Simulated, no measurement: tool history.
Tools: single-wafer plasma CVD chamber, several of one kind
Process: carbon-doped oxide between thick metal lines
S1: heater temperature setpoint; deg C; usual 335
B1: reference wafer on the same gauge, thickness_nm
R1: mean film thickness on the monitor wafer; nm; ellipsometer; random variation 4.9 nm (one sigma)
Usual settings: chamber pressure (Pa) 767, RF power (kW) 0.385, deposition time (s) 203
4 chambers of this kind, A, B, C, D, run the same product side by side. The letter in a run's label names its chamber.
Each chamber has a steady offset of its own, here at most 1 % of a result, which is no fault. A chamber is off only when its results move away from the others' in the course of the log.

At hour 2.5: chamber D: capacitance manometer re-zeroed and calibrated.
Run 1A, hour 6.0: usual settings; B1 841.87. Result: R1 905.99 nm.
Run 2B, hour 11.7: usual settings; B1 844.32. Result: R1 895.00 nm.
Run 3D, hour 17.0: usual settings; B1 842.19. Result: R1 899.88 nm.
Run 4C, hour 23.4: usual settings; B1 841.80. Result: R1 905.90 nm.
Run 5D, hour 28.1: usual settings; B1 841.52. Result: R1 900.76 nm.
Run 6C, hour 34.4: usual settings; B1 844.01. Result: R1 898.98 nm.
Run 7B, hour 38.4: usual settings; B1 842.57. Result: R1 901.51 nm.
Run 8A, hour 45.9: usual settings; B1 843.41. Result: R1 910.72 nm.
Run 9B, hour 51.7: usual settings; B1 843.22. Result: R1 905.71 nm.
Run 10A, hour 58.0: usual settings; B1 843.94. Result: R1 902.20 nm.
Run 11D, hour 62.9: usual settings; B1 842.89. Result: R1 901.20 nm.
Run 12C, hour 69.2: usual settings; B1 843.90. Result: R1 897.71 nm.
Run 13C, hour 75.9: usual settings; B1 841.37. Result: R1 900.50 nm.
Run 14B, hour 81.8: usual settings but S1 349 deg C, RF power (kW) 0.335; B1 841.13. Result: R1 780.67 nm.
Run 15A, hour 88.6: usual settings but S1 349 deg C, RF power (kW) 0.335; B1 843.30. Result: R1 777.07 nm.
Run 16D, hour 94.8: usual settings but S1 349 deg C, RF power (kW) 0.335; B1 842.93. Result: R1 781.77 nm.
At hour 99.1: chamber B: RF generator calibrated.
Run 17C, hour 101.4: usual settings but S1 349 deg C, RF power (kW) 0.335; B1 843.98. Result: R1 782.77 nm.
Run 18B, hour 108.3: usual settings; B1 844.40. Result: R1 897.89 nm.
Run 19D, hour 115.7: usual settings but RF power (kW) 0.445; B1 842.45. Result: R1 1003.40 nm.
Run 20A, hour 121.4: usual settings but RF power (kW) 0.445; B1 842.58. Result: R1 1006.70 nm.
Run 21D, hour 125.6: usual settings but RF power (kW) 0.445; B1 842.80. Result: R1 999.21 nm.
Run 22B, hour 129.3: usual settings but RF power (kW) 0.445; B1 843.12. Result: R1 1006.20 nm.
Run 23C, hour 136.1: usual settings; B1 843.24. Result: R1 900.35 nm.
Run 24A, hour 141.1: usual settings; B1 843.84. Result: R1 899.93 nm.
Run 25D, hour 145.5: usual settings; B1 843.66. Result: R1 892.95 nm.
Run 26B, hour 150.6: usual settings; B1 844.02. Result: R1 902.40 nm.
Run 27C, hour 157.9: usual settings; B1 843.44. Result: R1 894.80 nm.
Run 28A, hour 164.3: usual settings; B1 843.58. Result: R1 899.08 nm.

Next, every chamber runs the same settings. What will each give?
Run 29A, hour 170.1: usual settings. Result: R1 ?.
Run 29B, hour 170.1: usual settings. Result: R1 ?.
Run 29C, hour 170.1: usual settings. Result: R1 ?.
Run 29D, hour 170.1: usual settings. Result: R1 ?.

run      R1
29A  903.31
29B  898.93
29C  895.31
29D  900.19
